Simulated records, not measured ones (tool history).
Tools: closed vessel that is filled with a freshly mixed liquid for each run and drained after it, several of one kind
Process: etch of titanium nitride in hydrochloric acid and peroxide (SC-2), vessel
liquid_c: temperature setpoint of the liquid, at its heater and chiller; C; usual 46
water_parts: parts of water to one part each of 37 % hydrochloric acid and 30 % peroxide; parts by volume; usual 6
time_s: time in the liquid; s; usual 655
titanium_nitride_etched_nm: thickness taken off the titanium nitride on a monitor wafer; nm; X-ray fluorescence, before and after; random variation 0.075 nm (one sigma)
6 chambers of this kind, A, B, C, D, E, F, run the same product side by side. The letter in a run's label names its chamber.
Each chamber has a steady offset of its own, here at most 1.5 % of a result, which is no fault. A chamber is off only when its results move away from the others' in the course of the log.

run,hour,liquid_c,water_parts,time_s,"read-back film thickness of the titanium nitride reference wafer, read on the same gauge (nm)",titanium_nitride_etched_nm
1D,9.8,46,6,655,99.986,14.936
# hour 19.6: chamber C: chemicals flow meter replaced
2F,21.8,46,6,655,99.995,14.808
3E,30.2,46,6,655,100.02,14.563
4C,40.5,46,6,655,99.967,14.942
5A,51.4,46,8.5,655,100,11.208
6B,59.9,46,8.5,655,100.01,11.2
7E,74,46,8.5,655,100.02,11.333
8D,80.7,46,8.5,655,100.03,11.395
9C,95.7,46,8.5,655,100,11.426
# hour 100.4: chamber F: new drum of peroxide connected
10B,109.2,46,8.5,655,99.999,11.222
11A,122.1,46,8,805,100.01,14.44
12F,131.5,46,8,805,100,14.435
13F,144.5,46,8,805,99.965,14.548
14E,153,46,8,805,99.974,14.735
15B,162,46,8,805,99.988,14.363
16D,172.1,46,8,805,100.02,14.706
17C,179.8,46,6,655,100.01,14.858
18A,186.4,46,6,655,100.02,14.696
19C,194.3,46,6,655,100.02,14.998
20A,207.1,46,6,655,100.02,14.838
# hour 218.9: chamber B: new drum of peroxide connected
21F,221,42.5,6,370,99.977,6.6133
22D,229.2,42.5,6,370,99.976,6.6633
23B,236.2,42.5,6,370,100,6.4982
24E,250.6,42.5,6,370,100.01,6.7132
# hour 259.4: chamber F: chemicals flow meter replaced
25B,263,42.5,6,370,100.02,6.4892
26F,274.9,42.5,6,370,100.04,6.5834
27D,287.3,46,6,655,99.995,14.891
28A,294.7,46,6,655,99.99,14.603
# hour 298.9: chamber E: new drum of peroxide connected
29C,302.1,55,6,655,99.946,27.012
30E,314.2,55,6,655,99.958,27.837
31C,323.7,55,6,655,99.995,26.738
32A,338,55,6,655,99.977,27.095
33E,352.4,55,6,655,99.963,28.017
34B,363.6,55,6,655,99.984,27.103
35D,370.8,46,6,655,99.965,14.861
36F,384.4,46,6,655,99.957,14.85
37C,398.1,46,6,655,100,14.838

All 6 chambers run these settings next. Forecast each chamber's results:
38A,408.9,46,6,655,,?
38B,408.9,46,6,655,,?
38C,408.9,46,6,655,,?
38D,408.9,46,6,655,,?
38E,408.9,46,6,655,,?
38F,408.9,46,6,655,,?

run,titanium_nitride_etched_nm
38A,14.604
38B,14.725
38C,14.912
38D,14.828
38E,15.635
38F,14.799
